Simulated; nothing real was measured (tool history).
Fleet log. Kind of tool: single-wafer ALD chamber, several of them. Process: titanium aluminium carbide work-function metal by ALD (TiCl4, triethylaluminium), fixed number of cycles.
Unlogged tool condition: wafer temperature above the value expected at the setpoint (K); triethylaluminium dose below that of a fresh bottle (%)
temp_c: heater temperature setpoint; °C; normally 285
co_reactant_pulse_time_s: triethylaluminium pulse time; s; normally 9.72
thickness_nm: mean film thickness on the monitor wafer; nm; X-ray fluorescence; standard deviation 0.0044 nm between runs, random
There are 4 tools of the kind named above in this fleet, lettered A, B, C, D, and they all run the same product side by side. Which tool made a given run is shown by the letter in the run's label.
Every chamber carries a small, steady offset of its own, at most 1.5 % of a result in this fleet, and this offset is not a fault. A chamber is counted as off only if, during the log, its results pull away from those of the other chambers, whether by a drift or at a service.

run    day  temp_c  co_reactant_pulse_time_s  hours since the last thermocouple change  hours since the last triethylaluminium bottle change  read-back reference wafer on the same gauge, thickness_nm  thickness_nm
 1B  0.200     285                      9.72                                    2586.7                                                1047.0                                                     2.2297        1.8582
 2D  0.417     285                      9.72                                     805.4                                                 148.4                                                     2.2301        1.8514
 3A  0.625     285                      9.72                                     590.2                                                 899.6                                                     2.2292        1.8830
 4C  0.892     285                      9.72                                    1522.9                                                 559.3                                                     2.2286        1.8717
 5A  1.171     285                      9.72                                     603.3                                                 912.7                                                     2.2295        1.8856
 6B  1.296     285                      9.72                                    2613.0                                                1073.3                                                     2.2317        1.8605
 7D  1.446     285                      9.72                                     830.1                                                 173.1                                                     2.2289        1.8565
 8C  1.638     276                     11.98                                    1540.8                                                 577.2                                                     2.2292        1.8414
 9D  1.921     276                     11.98                                     841.5                                                 184.5                                                     2.2308        1.8063
10C  2.108     276                     11.98                                    1552.1                                                 588.5                                                     2.2299        1.8337
11A  2.375     276                     11.98                                     632.2                                                 941.6                                                     2.2300        1.8472
12B  2.617     285                      9.72                                    2644.7                                                1105.0                                                     2.2304        1.8673
13C  2.779     285                      9.72                                    1568.2                                                 604.6                                                     2.2310        1.8719
14A  3.050     285                      9.72                                     648.4                                                 957.8                                                     2.2293        1.8893
15B  3.200     285                      9.72                                    2658.7                                                1119.0                                                     2.2308        1.8696
16D  3.346     285                      9.72                                     875.7                                                 218.7                                                     2.2290        1.8454
17B  3.521     285                      9.72                                    2666.4                                                1126.7                                                     2.2294        1.8695
18C  3.746     285                      9.72                                    1591.4                                                 627.8                                                     2.2302        1.8729
19D  3.962     285                      9.72                                     890.5                                                 233.5                                                     2.2287        1.8480
20A  4.142     285                      9.72                                     674.6                                                 984.0                                                     2.2310        1.8833
21C  4.346     285                      9.72                                    1605.8                                                 642.2                                                     2.2289        1.8677
22D  4.562     285                      9.72                                     904.9                                                 247.9                                                     2.2313        1.8465
23B  4.762     271                      9.72                                    2696.2                                                1156.5                                                     2.2297        1.7425
24A  5.012     271                      9.72                                     695.5                                                1004.9                                                     2.2296        1.7612

Read the log: is a single chamber off, either drifting away or since a service, is the gauge that measures every chamber drifting, or is nothing wrong beyond small per-chamber offsets? Name any odd chamber and what most likely caused it.

Beyond each chamber's small constant offset nothing stands out, and the gauge stays steady.
